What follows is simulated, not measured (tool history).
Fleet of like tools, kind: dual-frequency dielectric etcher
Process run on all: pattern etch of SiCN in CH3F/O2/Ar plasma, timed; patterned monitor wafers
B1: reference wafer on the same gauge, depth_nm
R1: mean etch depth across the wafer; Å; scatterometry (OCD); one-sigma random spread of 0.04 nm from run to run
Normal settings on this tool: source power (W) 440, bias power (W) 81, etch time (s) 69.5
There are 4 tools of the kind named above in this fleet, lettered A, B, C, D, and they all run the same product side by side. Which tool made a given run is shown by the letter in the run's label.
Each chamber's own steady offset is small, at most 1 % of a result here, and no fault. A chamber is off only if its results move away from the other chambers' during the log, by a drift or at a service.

Run 1C, hour 9.2: usual settings; B1 27.893. Result: R1 279.94 Å.
Run 2D, hour 14.0: usual settings; B1 27.882. Result: R1 281.54 Å.
Run 3B, hour 21.6: usual settings; B1 27.887. Result: R1 280.86 Å.
At hour 26.1: chamber D: wet clean of the chamber.
Run 4A, hour 27.9: usual settings; B1 27.867. Result: R1 282.18 Å.
Run 5B, hour 36.1: usual settings; B1 27.880. Result: R1 280.46 Å.
Run 6C, hour 41.5: usual settings; B1 27.873. Result: R1 279.27 Å.
Run 7D, hour 51.2: usual settings; B1 27.856. Result: R1 280.56 Å.
Run 8A, hour 57.4: usual settings; B1 27.857. Result: R1 282.89 Å.
Run 9C, hour 62.9: usual settings but source power (W) 510, bias power (W) 65; B1 27.851. Result: R1 274.31 Å.
Run 10D, hour 71.1: usual settings but source power (W) 510, bias power (W) 65; B1 27.841. Result: R1 274.24 Å.
At hour 80.7: chamber A: wet clean of the chamber.
Run 11A, hour 81.6: usual settings but source power (W) 510, bias power (W) 65; B1 27.837. Result: R1 276.92 Å.
Run 12B, hour 90.4: usual settings but source power (W) 510, bias power (W) 65; B1 27.833. Result: R1 274.75 Å.
Run 13A, hour 96.1: usual settings; B1 27.825. Result: R1 281.51 Å.
At hour 104.2: chamber C: wet clean of the chamber.
Run 14B, hour 104.8: usual settings; B1 27.810. Result: R1 280.77 Å.
Run 15D, hour 112.9: usual settings; B1 27.815. Result: R1 279.91 Å.
Run 16C, hour 121.1: usual settings; B1 27.797. Result: R1 279.47 Å.
Run 17B, hour 128.0: usual settings; B1 27.814. Result: R1 280.60 Å.
Run 18A, hour 133.9: usual settings; B1 27.788. Result: R1 281.69 Å.
Run 19C, hour 140.2: usual settings; B1 27.794. Result: R1 279.10 Å.
Run 20D, hour 147.1: usual settings but etch time (s) 54.0; B1 27.778. Result: R1 217.43 Å.
Run 21B, hour 155.7: usual settings but etch time (s) 54.0; B1 27.781. Result: R1 217.25 Å.
Run 22A, hour 164.9: usual settings but etch time (s) 54.0; B1 27.771. Result: R1 219.02 Å.
Run 23C, hour 173.5: usual settings but etch time (s) 54.0; B1 27.770. Result: R1 217.08 Å.
Run 24D, hour 183.2: usual settings; B1 27.755. Result: R1 279.46 Å.
Run 25A, hour 188.8: usual settings; B1 27.754. Result: R1 280.39 Å.
Run 26B, hour 194.1: usual settings; B1 27.739. Result: R1 279.73 Å.
Run 27D, hour 203.2: usual settings; B1 27.745. Result: R1 279.73 Å.

Decide between three cases: one chamber stands off from its peers, the gauge reading all wafers drifts, or nothing is wrong past each chamber's small offset. Where a chamber is off, say which and what most likely put it there.

No chamber is off; the gauge reading every chamber's wafers drifts, which makes the whole fleet appear to move together.
Cause: gauge reads low (%) = 0.591.
